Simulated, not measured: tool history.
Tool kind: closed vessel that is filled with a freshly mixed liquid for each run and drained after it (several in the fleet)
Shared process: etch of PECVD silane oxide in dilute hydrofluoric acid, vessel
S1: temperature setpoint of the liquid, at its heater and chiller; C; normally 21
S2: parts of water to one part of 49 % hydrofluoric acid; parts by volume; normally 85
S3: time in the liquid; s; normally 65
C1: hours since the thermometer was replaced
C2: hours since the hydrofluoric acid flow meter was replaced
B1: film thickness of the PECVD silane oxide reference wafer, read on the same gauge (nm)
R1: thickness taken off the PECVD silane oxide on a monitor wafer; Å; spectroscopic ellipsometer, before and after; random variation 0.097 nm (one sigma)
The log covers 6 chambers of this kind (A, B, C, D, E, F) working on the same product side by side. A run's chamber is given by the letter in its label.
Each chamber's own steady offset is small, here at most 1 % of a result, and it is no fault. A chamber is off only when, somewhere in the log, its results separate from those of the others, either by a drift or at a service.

| run | hour | S1 | S2 | S3 | C1 | C2 | B1 | R1 |
|---|---|---|---|---|---|---|---|---|
| 1D | 9.7 | 21 | 85 | 65 | 814.5 | 50.7 | 29.984 | 140.44 |
| 2A | 21.1 | 21 | 85 | 65 | 990.7 | 808.7 | 30.003 | 141.77 |
| 3E | 29.5 | 21 | 85 | 65 | 47.3 | 634.3 | 30.011 | 140.45 |
|  | 37.0 | chamber C: hydrofluoric acid flow meter replaced |
| 4C | 38.0 | 21 | 85 | 65 | 1044.9 | 1.1 | 29.977 | 139.73 |
| 5F | 46.6 | 17 | 85 | 65 | 310.3 | 1334.2 | 29.986 | 118.62 |
| 6B | 53.1 | 17 | 85 | 65 | 953.0 | 1508.1 | 29.986 | 118.88 |
| 7E | 60.8 | 17 | 85 | 65 | 78.6 | 665.6 | 30.003 | 117.34 |
| 8B | 68.7 | 17 | 85 | 65 | 968.6 | 1523.7 | 30.004 | 117.49 |
| 9A | 77.1 | 17 | 85 | 65 | 1046.7 | 864.7 | 30.004 | 119.69 |
| 10C | 88.7 | 17 | 85 | 65 | 1095.6 | 51.8 | 30.016 | 118.72 |
| 11D | 95.7 | 21 | 85 | 65 | 900.5 | 136.7 | 29.998 | 139.93 |
|  | 100.0 | chamber B: thermometer replaced |
| 12F | 108.2 | 21 | 85 | 65 | 371.9 | 1395.8 | 29.999 | 139.59 |
|  | 116.4 | chamber F: hydrofluoric acid flow meter replaced |
| 13F | 116.5 | 21 | 85 | 65 | 380.2 | 0.1 | 29.979 | 139.08 |
| 14C | 123.9 | 21 | 85 | 65 | 1130.8 | 87.0 | 30.003 | 141.11 |
| 15D | 131.9 | 21 | 85 | 65 | 936.7 | 172.9 | 29.994 | 139.06 |
| 16B | 145.0 | 21 | 105 | 65 | 45.1 | 1600.0 | 30.031 | 110.17 |
| 17E | 157.1 | 21 | 105 | 65 | 174.9 | 761.9 | 29.992 | 111.24 |
|  | 162.2 | chamber A: thermometer replaced |
| 18A | 169.5 | 21 | 105 | 65 | 7.3 | 957.1 | 30.033 | 110.29 |
| 19C | 180.3 | 21 | 105 | 65 | 1187.2 | 143.4 | 30.016 | 110.59 |
| 20F | 189.6 | 21 | 105 | 65 | 453.3 | 73.2 | 30.002 | 110.87 |
| 21E | 201.4 | 21 | 105 | 65 | 219.2 | 806.2 | 29.983 | 110.45 |
| 22A | 212.5 | 21 | 85 | 65 | 50.3 | 1000.1 | 30.020 | 140.41 |
| 23D | 218.8 | 21 | 85 | 65 | 1023.6 | 259.8 | 30.002 | 138.34 |
|  | 223.9 | chamber B: hydrofluoric acid flow meter replaced |
| 24B | 231.4 | 21 | 85 | 65 | 131.5 | 7.5 | 29.987 | 138.64 |
| 25C | 240.1 | 21 | 85 | 65 | 1247.0 | 203.2 | 29.991 | 141.26 |
| 26A | 246.0 | 21 | 85 | 65 | 83.8 | 1033.6 | 30.008 | 138.55 |
| 27D | 254.9 | 21 | 85 | 65 | 1059.7 | 295.9 | 29.996 | 139.47 |
| 28B | 262.5 | 21 | 85 | 65 | 162.6 | 38.6 | 29.993 | 140.79 |
| 29E | 271.6 | 21 | 85 | 65 | 289.4 | 876.4 | 30.002 | 140.46 |
| 30F | 282.3 | 21 | 85 | 65 | 546.0 | 165.9 | 29.984 | 141.70 |
| 31D | 290.3 | 21 | 85 | 65 | 1095.1 | 331.3 | 29.983 | 140.44 |
| 32E | 301.0 | 21 | 85 | 65 | 318.8 | 905.8 | 29.993 | 141.10 |
| 33B | 307.5 | 21 | 85 | 65 | 207.6 | 83.6 | 30.007 | 139.43 |
| 34F | 316.8 | 21 | 85 | 65 | 580.5 | 200.4 | 29.998 | 142.27 |
| 35A | 328.0 | 21 | 85 | 65 | 165.8 | 1115.6 | 29.999 | 141.15 |
| 36C | 336.2 | 21 | 85 | 65 | 1343.1 | 299.3 | 29.993 | 141.11 |
| 37B | 346.3 | 21 | 85 | 65 | 246.4 | 122.4 | 29.979 | 138.91 |
| 38C | 358.7 | 21 | 85 | 65 | 1365.6 | 321.8 | 29.998 | 141.00 |
| 39F | 369.7 | 21 | 85 | 65 | 633.4 | 253.3 | 30.010 | 141.63 |

Decide between three cases: one chamber stands off from its peers, the gauge reading all wafers drifts, or nothing is wrong past each chamber's small offset. Where a chamber is off, say which and what most likely put it there.

Beyond each chamber's small constant offset nothing stands out, and the gauge stays steady.
